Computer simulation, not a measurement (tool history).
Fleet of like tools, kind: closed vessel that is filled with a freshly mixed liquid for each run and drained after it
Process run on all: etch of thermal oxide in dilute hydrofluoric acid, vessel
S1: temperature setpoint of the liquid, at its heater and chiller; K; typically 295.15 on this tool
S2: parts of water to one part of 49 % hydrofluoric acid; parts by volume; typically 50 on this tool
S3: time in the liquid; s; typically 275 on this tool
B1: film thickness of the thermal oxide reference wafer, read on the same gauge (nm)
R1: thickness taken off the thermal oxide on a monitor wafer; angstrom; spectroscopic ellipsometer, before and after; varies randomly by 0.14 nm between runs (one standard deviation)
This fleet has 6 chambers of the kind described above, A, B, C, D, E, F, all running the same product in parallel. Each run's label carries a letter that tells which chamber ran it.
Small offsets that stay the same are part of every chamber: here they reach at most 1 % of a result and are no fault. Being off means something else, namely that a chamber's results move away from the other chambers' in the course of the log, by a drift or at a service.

run 1C day=0.262 | S1=295.15 S2=50 S3=275 | B1=140.01 | R1=266.36
run 2E day=0.600 | S1=295.15 S2=50 S3=275 | B1=140.01 | R1=261.13
run 3F day=0.979 | S1=295.15 S2=50 S3=275 | B1=139.98 | R1=261.31
run 4D day=1.188 | S1=295.15 S2=50 S3=275 | B1=140.00 | R1=263.27
run 5A day=1.375 | S1=295.15 S2=50 S3=275 | B1=140.02 | R1=260.69
run 6B day=1.662 | S1=295.15 S2=50 S3=275 | B1=139.99 | R1=261.29
run 7A day=1.967 | S1=295.15 S2=50 S3=275 | B1=140.00 | R1=259.57
run 8B day=2.179 | S1=295.15 S2=50 S3=275 | B1=139.99 | R1=259.09
-- day=2.412 chamber A: thermometer replaced
run 9C day=2.438 | S1=295.15 S2=50 S3=275 | B1=140.03 | R1=267.76
run 10D day=2.796 | S1=295.15 S2=50 S3=275 | B1=140.03 | R1=266.54
run 11F day=3.146 | S1=295.15 S2=50 S3=275 | B1=140.01 | R1=262.59
run 12E day=3.442 | S1=296.65 S2=50 S3=275 | B1=140.02 | R1=278.40
-- day=3.538 chamber A: hydrofluoric acid flow meter replaced
run 13B day=3.808 | S1=296.65 S2=50 S3=275 | B1=140.02 | R1=273.90
run 14F day=4.017 | S1=296.65 S2=50 S3=275 | B1=139.99 | R1=279.51
run 15A day=4.358 | S1=296.65 S2=50 S3=275 | B1=140.00 | R1=278.57
run 16C day=4.533 | S1=296.65 S2=50 S3=275 | B1=140.02 | R1=282.12
run 17D day=4.833 | S1=296.65 S2=50 S3=275 | B1=139.94 | R1=280.99
run 18E day=5.100 | S1=295.15 S2=50 S3=275 | B1=140.01 | R1=260.14
run 19E day=5.379 | S1=295.15 S2=50 S3=275 | B1=139.99 | R1=260.47
run 20F day=5.692 | S1=295.15 S2=50 S3=275 | B1=139.99 | R1=258.52
run 21A day=6.033 | S1=295.15 S2=50 S3=275 | B1=140.01 | R1=263.57
run 22C day=6.383 | S1=295.15 S2=50 S3=275 | B1=140.01 | R1=263.86
run 23D day=6.621 | S1=295.15 S2=50 S3=275 | B1=140.02 | R1=265.42
run 24B day=6.979 | S1=295.15 S2=50 S3=275 | B1=140.02 | R1=259.11
run 25C day=7.342 | S1=295.15 S2=50 S3=275 | B1=139.99 | R1=260.87
-- day=7.425 chamber B: hydrofluoric acid flow meter replaced
run 26F day=7.621 | S1=295.15 S2=50 S3=275 | B1=139.99 | R1=260.20
run 27B day=7.946 | S1=295.15 S2=50 S3=275 | B1=140.01 | R1=262.39
run 28E day=8.133 | S1=295.15 S2=50 S3=275 | B1=140.04 | R1=262.25
run 29D day=8.400 | S1=295.15 S2=50 S3=275 | B1=139.98 | R1=264.19
run 30A day=8.604 | S1=295.15 S2=50 S3=275 | B1=140.01 | R1=263.74
run 31C day=8.896 | S1=295.15 S2=50 S3=275 | B1=140.00 | R1=259.70
run 32D day=9.075 | S1=295.15 S2=50 S3=430 | B1=140.02 | R1=408.57
run 33E day=9.417 | S1=295.15 S2=50 S3=430 | B1=139.97 | R1=408.40
run 34B day=9.621 | S1=295.15 S2=50 S3=430 | B1=139.97 | R1=405.60
run 35A day=9.812 | S1=295.15 S2=50 S3=430 | B1=139.99 | R1=410.36
run 36F day=10.004 | S1=295.15 S2=50 S3=430 | B1=139.99 | R1=410.22
run 37B day=10.233 | S1=295.15 S2=50 S3=430 | B1=140.00 | R1=407.51
run 38F day=10.450 | S1=295.15 S2=50 S3=275 | B1=139.99 | R1=260.79
run 39C day=10.696 | S1=295.15 S2=50 S3=275 | B1=140.01 | R1=254.37
run 40E day=11.021 | S1=295.15 S2=50 S3=205 | B1=139.99 | R1=195.20
run 41D day=11.350 | S1=295.15 S2=50 S3=205 | B1=140.03 | R1=197.47
run 42A day=11.608 | S1=295.15 S2=50 S3=205 | B1=139.98 | R1=196.07
run 43F day=11.992 | S1=295.15 S2=50 S3=205 | B1=140.02 | R1=193.46
run 44B day=12.292 | S1=295.15 S2=50 S3=205 | B1=140.00 | R1=194.42

Next, every chamber runs the same settings. What will each give?
run 45A day=12.567 | S1=291.15 S2=50 S3=275 | R1=?
run 45B day=12.567 | S1=291.15 S2=50 S3=275 | R1=?
run 45C day=12.567 | S1=291.15 S2=50 S3=275 | R1=?
run 45D day=12.567 | S1=291.15 S2=50 S3=275 | R1=?
run 45E day=12.567 | S1=291.15 S2=50 S3=275 | R1=?
run 45F day=12.567 | S1=291.15 S2=50 S3=275 | R1=?

run=45A R1=220.94
run=45B R1=217.60
run=45C R1=210.09
run=45D R1=219.71
run=45E R1=220.07
run=45F R1=218.78
